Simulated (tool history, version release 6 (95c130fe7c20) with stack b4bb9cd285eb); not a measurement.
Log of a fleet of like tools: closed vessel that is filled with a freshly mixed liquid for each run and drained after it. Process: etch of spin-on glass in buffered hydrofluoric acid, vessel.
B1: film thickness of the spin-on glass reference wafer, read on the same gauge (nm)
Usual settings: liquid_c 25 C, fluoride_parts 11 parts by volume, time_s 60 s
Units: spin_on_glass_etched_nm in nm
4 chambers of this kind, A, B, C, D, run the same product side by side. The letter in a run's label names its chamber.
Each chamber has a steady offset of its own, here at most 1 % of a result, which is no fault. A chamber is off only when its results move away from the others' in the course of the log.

run 1D hour=3.4 | liquid_c=25 fluoride_parts=11 time_s=60 | B1=50.017 | spin_on_glass_etched_nm=198.6
run 2C hour=5.8 | liquid_c=25 fluoride_parts=11 time_s=60 | B1=49.991 | spin_on_glass_etched_nm=202
run 3A hour=8 | liquid_c=25 fluoride_parts=11 time_s=60 | B1=50 | spin_on_glass_etched_nm=197.36
run 4B hour=10.9 | liquid_c=25 fluoride_parts=11 time_s=60 | B1=49.991 | spin_on_glass_etched_nm=196.42
run 5D hour=13.7 | liquid_c=25 fluoride_parts=11 time_s=60 | B1=50.016 | spin_on_glass_etched_nm=198.65
run 6B hour=15.9 | liquid_c=23.5 fluoride_parts=12.5 time_s=60 | B1=50.002 | spin_on_glass_etched_nm=159.67
run 7A hour=18.9 | liquid_c=23.5 fluoride_parts=12.5 time_s=60 | B1=50.016 | spin_on_glass_etched_nm=164.27
run 8C hour=21.8 | liquid_c=23.5 fluoride_parts=12.5 time_s=60 | B1=49.999 | spin_on_glass_etched_nm=158.68
run 9B hour=26 | liquid_c=23.5 fluoride_parts=12.5 time_s=60 | B1=50.02 | spin_on_glass_etched_nm=164.03
run 10A hour=28.1 | liquid_c=25 fluoride_parts=11 time_s=60 | B1=50.006 | spin_on_glass_etched_nm=197.73
run 11D hour=30.4 | liquid_c=25 fluoride_parts=11 time_s=60 | B1=49.999 | spin_on_glass_etched_nm=197.5
run 12C hour=32.8 | liquid_c=25 fluoride_parts=11 time_s=60 | B1=50.02 | spin_on_glass_etched_nm=196.55
run 13D hour=35.5 | liquid_c=25 fluoride_parts=11 time_s=60 | B1=49.987 | spin_on_glass_etched_nm=200.26
run 14A hour=39.7 | liquid_c=25 fluoride_parts=11 time_s=60 | B1=49.998 | spin_on_glass_etched_nm=197.94
run 15C hour=41.6 | liquid_c=25 fluoride_parts=11 time_s=60 | B1=49.986 | spin_on_glass_etched_nm=188.99
run 16B hour=44.1 | liquid_c=25 fluoride_parts=11 time_s=60 | B1=50.011 | spin_on_glass_etched_nm=198.79
run 17A hour=47.1 | liquid_c=25 fluoride_parts=7.5 time_s=60 | B1=50.013 | spin_on_glass_etched_nm=280.74
run 18C hour=49.8 | liquid_c=25 fluoride_parts=7.5 time_s=60 | B1=49.976 | spin_on_glass_etched_nm=263.24
run 19D hour=53.3 | liquid_c=25 fluoride_parts=7.5 time_s=60 | B1=49.988 | spin_on_glass_etched_nm=281.99
run 20B hour=57 | liquid_c=25 fluoride_parts=7.5 time_s=60 | B1=50.01 | spin_on_glass_etched_nm=285.17
run 21A hour=60.2 | liquid_c=20.5 fluoride_parts=11 time_s=60 | B1=50.016 | spin_on_glass_etched_nm=154.79
run 22C hour=63.6 | liquid_c=20.5 fluoride_parts=11 time_s=60 | B1=50.009 | spin_on_glass_etched_nm=143.61
run 23B hour=67.4 | liquid_c=20.5 fluoride_parts=11 time_s=60 | B1=50.028 | spin_on_glass_etched_nm=154.69
run 24D hour=70.6 | liquid_c=20.5 fluoride_parts=11 time_s=60 | B1=49.989 | spin_on_glass_etched_nm=151.32
run 25C hour=72.6 | liquid_c=25 fluoride_parts=11 time_s=60 | B1=50.034 | spin_on_glass_etched_nm=181.23
run 26D hour=75.8 | liquid_c=25 fluoride_parts=11 time_s=60 | B1=50.006 | spin_on_glass_etched_nm=199.1
run 27B hour=80.1 | liquid_c=25 fluoride_parts=11 time_s=60 | B1=49.985 | spin_on_glass_etched_nm=198.79
run 28A hour=83.9 | liquid_c=25 fluoride_parts=11 time_s=60 | B1=49.993 | spin_on_glass_etched_nm=200.53
run 29C hour=87.4 | liquid_c=25 fluoride_parts=11 time_s=60 | B1=50.009 | spin_on_glass_etched_nm=181.22
run 30D hour=90.7 | liquid_c=25 fluoride_parts=11 time_s=60 | B1=49.998 | spin_on_glass_etched_nm=197.26
run 31A hour=92.9 | liquid_c=25 fluoride_parts=11 time_s=60 | B1=49.988 | spin_on_glass_etched_nm=193.83
run 32B hour=95.7 | liquid_c=25 fluoride_parts=11 time_s=60 | B1=50.004 | spin_on_glass_etched_nm=196.88

What goes on in this fleet: one chamber off, a drifting gauge, or nothing beyond the chambers' own small offsets? Name the chamber and the cause, if any.

Chamber C drifts away from the others.
Cause: hydrofluoric acid flow below the setpoint (%) = 11.8.
The log may not tell that from: liquid colder than its thermometer reads (K).

Here are 4 candidates for chamber C's next run, each the usual settings with a change, their results left as question marks. Which one brings its results back in line with what the others give on the usual settings?
In line means no further than this from the other chambers' mean on the usual settings: spin_on_glass_etched_nm 6.3 nm
run 33C-1 hour=98.8 | liquid_c=25 fluoride_parts=11.5 time_s=60 | spin_on_glass_etched_nm=?
run 33C-2 hour=98.8 | liquid_c=25.5 fluoride_parts=11 time_s=65 | spin_on_glass_etched_nm=?
run 33C-3 hour=98.8 | liquid_c=25 fluoride_parts=10.5 time_s=60 | spin_on_glass_etched_nm=?
run 33C-4 hour=98.8 | liquid_c=24.5 fluoride_parts=12 time_s=60 | spin_on_glass_etched_nm=?

The other chambers' mean on the usual settings: spin_on_glass_etched_nm 197.7 nm
run=33C-1 spin_on_glass_etched_nm=170.73
run=33C-2 spin_on_glass_etched_nm=198.38
run=33C-3 spin_on_glass_etched_nm=186.63
run=33C-4 spin_on_glass_etched_nm=159.44
33C-2 brings the chamber back in line.
